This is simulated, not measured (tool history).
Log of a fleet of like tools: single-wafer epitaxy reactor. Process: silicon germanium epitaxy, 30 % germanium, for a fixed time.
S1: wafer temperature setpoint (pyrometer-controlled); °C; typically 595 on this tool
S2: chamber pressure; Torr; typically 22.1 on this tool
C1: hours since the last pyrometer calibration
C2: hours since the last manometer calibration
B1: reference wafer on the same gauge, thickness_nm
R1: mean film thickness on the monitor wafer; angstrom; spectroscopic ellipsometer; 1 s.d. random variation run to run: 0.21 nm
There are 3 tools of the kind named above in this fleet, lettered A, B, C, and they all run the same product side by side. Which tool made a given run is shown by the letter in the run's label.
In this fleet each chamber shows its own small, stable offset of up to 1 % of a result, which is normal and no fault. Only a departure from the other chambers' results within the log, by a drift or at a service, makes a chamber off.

| run | hour | S1 | S2 | C1 | C2 | B1 | R1 |
|---|---|---|---|---|---|---|---|
| 1A | 3.5 | 595 | 22.1 | 287.7 | 1889.1 | 52.602 | 557.2 |
| 2C | 9.2 | 595 | 22.1 | 716.7 | 978.5 | 52.601 | 561.82 |
| 3B | 15.3 | 595 | 22.1 | 2445.4 | 1073.6 | 52.642 | 557.22 |
| 4A | 19.9 | 595 | 22.1 | 304.1 | 1905.5 | 52.559 | 555.96 |
| 5B | 24.3 | 595 | 22.1 | 2454.4 | 1082.6 | 52.621 | 557.32 |
| 6C | 27.7 | 595 | 22.1 | 735.2 | 997 | 52.606 | 564.02 |
| 7A | 32.1 | 595 | 22.1 | 316.3 | 1917.7 | 52.595 | 561.2 |
| 8C | 37.6 | 605 | 22.1 | 745.1 | 1006.9 | 52.568 | 673.7 |
| 9B | 40.6 | 605 | 22.1 | 2470.7 | 1098.9 | 52.643 | 665.55 |
| 10A | 43.5 | 605 | 22.1 | 327.7 | 1929.1 | 52.645 | 672.51 |
| 11B | 46.7 | 585 | 26.5 | 2476.8 | 1105 | 52.61 | 496.62 |
| 12C | 50 | 585 | 26.5 | 757.5 | 1019.3 | 52.613 | 502.81 |
| 13B | 55.9 | 585 | 26.5 | 2486 | 1114.2 | 52.625 | 496.62 |
| 14A | 59.2 | 595 | 22.1 | 343.4 | 1944.8 | 52.624 | 557.19 |
| 15C | 64.4 | 585 | 18.6 | 771.9 | 1033.7 | 52.57 | 437.81 |
| 16C | 70.3 | 585 | 18.6 | 777.8 | 1039.6 | 52.6 | 437.94 |
| 17A | 75.1 | 585 | 18.6 | 359.3 | 1960.7 | 52.567 | 434 |
| 18B | 80.4 | 609 | 22.1 | 2510.5 | 1138.7 | 52.597 | 717.47 |
| 19A | 85.5 | 609 | 22.1 | 369.7 | 1971.1 | 52.607 | 720.41 |
| 20C | 91.2 | 609 | 22.1 | 798.7 | 1060.5 | 52.561 | 722.12 |
| 21B | 97.3 | 608 | 16.9 | 2527.4 | 1155.6 | 52.646 | 631.03 |
| 22A | 103.5 | 608 | 16.9 | 387.7 | 1989.1 | 52.669 | 632.87 |
| 23C | 108.5 | 608 | 16.9 | 816 | 1077.8 | 52.587 | 638.06 |
| 24B | 113.1 | 595 | 22.1 | 2543.2 | 1171.4 | 52.592 | 550.99 |
| 25C | 118.5 | 588 | 23.9 | 826 | 1087.8 | 52.623 | 508.57 |
| 26A | 124.4 | 588 | 23.9 | 408.6 | 2010 | 52.591 | 508.44 |
| 27B | 127.4 | 588 | 23.9 | 2557.5 | 1185.7 | 52.629 | 502.76 |
| 28A | 130.7 | 595 | 22.1 | 414.9 | 2016.3 | 52.609 | 557.24 |
| 29B | 135.1 | 609 | 22.1 | 2565.2 | 1193.4 | 52.621 | 714.7 |
|  | 135.7 | chamber A: capacitance manometer re-zeroed and calibrated |
| 30C | 139.1 | 609 | 22.1 | 846.6 | 1108.4 | 52.627 | 719.53 |
| 31B | 144.7 | 609 | 22.1 | 2574.8 | 1203 | 52.598 | 715.91 |
| 32C | 147.4 | 595 | 19.6 | 854.9 | 1116.7 | 52.578 | 540.61 |
| 33A | 153.2 | 595 | 19.6 | 437.4 | 17.6 | 52.59 | 535.69 |
| 34B | 158 | 595 | 19.6 | 2588.1 | 1216.3 | 52.573 | 528.61 |
| 35A | 162.5 | 595 | 22.1 | 446.7 | 26.9 | 52.599 | 560.24 |
| 36C | 166.2 | 595 | 22.1 | 873.7 | 1135.5 | 52.62 | 559.66 |
| 37B | 171.9 | 585 | 24.9 | 2602 | 1230.2 | 52.539 | 481.52 |
| 38A | 174.8 | 585 | 24.9 | 459 | 39.2 | 52.57 | 486.41 |
| 39C | 180.5 | 585 | 24.9 | 888 | 1149.8 | 52.616 | 492.21 |
| 40B | 185.9 | 595 | 22.1 | 2616 | 1244.2 | 52.607 | 553.98 |
| 41C | 190.4 | 595 | 22.1 | 897.9 | 1159.7 | 52.624 | 562.06 |

Next, all 3 chambers run the settings below, one line each with question marks for the results. What does each chamber give?
| 42A | 195 | 585 | 22.1 |  |  |  | ? |
| 42B | 195 | 585 | 22.1 |  |  |  | ? |
| 42C | 195 | 585 | 22.1 |  |  |  | ? |

| run | R1 |
|---|---|
| 42A | 468.18 |
| 42B | 463.18 |
| 42C | 472.01 |

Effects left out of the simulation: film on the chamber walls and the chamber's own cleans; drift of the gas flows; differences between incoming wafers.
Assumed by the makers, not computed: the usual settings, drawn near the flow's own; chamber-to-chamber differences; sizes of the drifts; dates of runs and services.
